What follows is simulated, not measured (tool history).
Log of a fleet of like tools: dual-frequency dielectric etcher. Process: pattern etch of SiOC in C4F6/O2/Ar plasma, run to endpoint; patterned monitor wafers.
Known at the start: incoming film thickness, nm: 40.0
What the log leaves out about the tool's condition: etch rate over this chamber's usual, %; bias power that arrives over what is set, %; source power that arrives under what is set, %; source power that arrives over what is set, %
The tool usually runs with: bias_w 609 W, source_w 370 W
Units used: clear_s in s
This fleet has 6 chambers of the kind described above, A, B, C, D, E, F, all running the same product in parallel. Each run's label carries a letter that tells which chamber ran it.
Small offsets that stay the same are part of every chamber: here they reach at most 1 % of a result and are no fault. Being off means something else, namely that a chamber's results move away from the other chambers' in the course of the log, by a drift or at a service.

run,day,bias_w,source_w,hours since the last wet clean,hours since the last bias power generator calibration,hours since the last source power generator calibration,clear_s
1F,0.525,609,370,584.6,1194.4,1977.7,12.805
2B,0.942,609,370,246.4,2983.3,1361.9,12.839
3C,1.312,609,370,466.6,698.6,442.9,12.640
# day 1.538: chamber F: wet clean of the chamber
4E,1.571,609,370,344.7,1595.8,2735.0,12.869
5D,2.096,609,370,104.8,2133.9,1584.1,12.759
6A,2.433,609,370,236.6,376.4,3603.2,12.922
7A,2.850,609,370,246.6,386.4,3613.2,12.936
8E,3.125,609,370,382.0,1633.1,2772.3,12.873
9B,3.467,609,370,307.0,3043.9,1422.5,12.836
# day 3.938: chamber D: source power generator calibrated
10C,3.992,609,370,530.9,762.9,507.2,12.827
# day 4.067: chamber D: bias power generator calibrated
11F,4.362,609,370,67.9,1286.5,2069.8,12.888
12D,4.712,654,330,167.6,15.5,18.7,13.215
13C,5.029,654,330,555.8,787.8,532.1,13.105
14F,5.308,654,330,90.6,1309.2,2092.5,12.972
15D,5.638,654,330,189.8,37.7,40.9,13.135
# day 5.858: chamber C: wet clean of the chamber
# day 6.121: chamber B: bias power generator calibrated
16A,6.158,654,330,326.0,465.8,3692.6,12.985
17E,6.525,654,330,463.6,1714.7,2853.9,12.922
18B,6.892,746,370,389.2,18.6,1504.7,11.843
19C,7.246,746,370,33.3,841.0,585.3,11.809
20F,7.596,746,370,145.5,1364.1,2147.4,11.953
21A,7.871,746,370,367.1,506.9,3733.7,11.856
22B,8.258,746,370,422.0,51.4,1537.5,11.725
23E,8.517,746,370,511.4,1762.5,2901.7,11.506
24D,9.033,609,370,271.3,119.2,122.4,12.989
25A,9.562,609,370,407.7,547.5,3774.3,12.860
26F,10.117,609,370,206.0,1424.6,2207.9,12.959
27C,10.512,609,370,111.7,919.4,663.7,12.940
# day 10.817: chamber B: wet clean of the chamber
28B,11.008,609,370,4.7,117.4,1603.5,12.674
29E,11.288,609,370,577.9,1829.0,2968.2,12.380
30D,11.554,609,370,331.8,179.7,182.9,13.064
31C,11.992,609,370,147.2,954.9,699.2,12.753
# day 12.029: chamber D: wet clean of the chamber
32B,12.454,609,420,39.4,152.1,1638.2,12.134
# day 12.517: chamber A: wet clean of the chamber
33E,12.783,609,420,613.8,1864.9,3004.1,11.903
34D,13.071,609,420,25.1,216.1,219.3,12.249
35F,13.504,609,420,287.3,1505.9,2289.2,12.333
36A,13.992,609,420,35.4,653.8,3880.6,12.544
37A,14.242,609,420,41.4,659.8,3886.6,12.297
38D,14.708,609,400,64.4,255.4,258.6,12.525
39B,15.017,609,400,100.9,213.6,1699.7,12.355
40C,15.392,609,400,228.8,1036.5,780.8,12.499
41F,15.767,609,400,341.6,1560.2,2343.5,12.598
42E,16.125,609,400,694.0,1945.1,3084.3,11.939
43B,16.388,609,400,133.8,246.5,1732.6,12.233

What goes on in this fleet: one chamber off, a drifting gauge, or nothing beyond the chambers' own small offsets? Name the chamber and the cause, if any.

Little by little, chamber E moves away from the other chambers.
Cause: etch rate over this chamber's usual, % = 5.37.

Here are 4 candidates for chamber E's next run, each the usual settings with a change, their results left as question marks. Which one brings its results back in line with what the others give on the usual settings?
To be in line, a result may differ from the other chambers' mean on the usual settings by at most: clear_s 0.300 s
44E-1,16.783,755,370,,,,?
44E-2,16.783,651,390,,,,?
44E-3,16.783,609,290,,,,?
44E-4,16.783,567,350,,,,?

The other chambers' mean on the usual settings: clear_s 12.844 s
run,clear_s
44E-1,11.181
44E-2,11.620
44E-3,13.307
44E-4,12.756
With 44E-4, the chamber falls back in line with the rest.
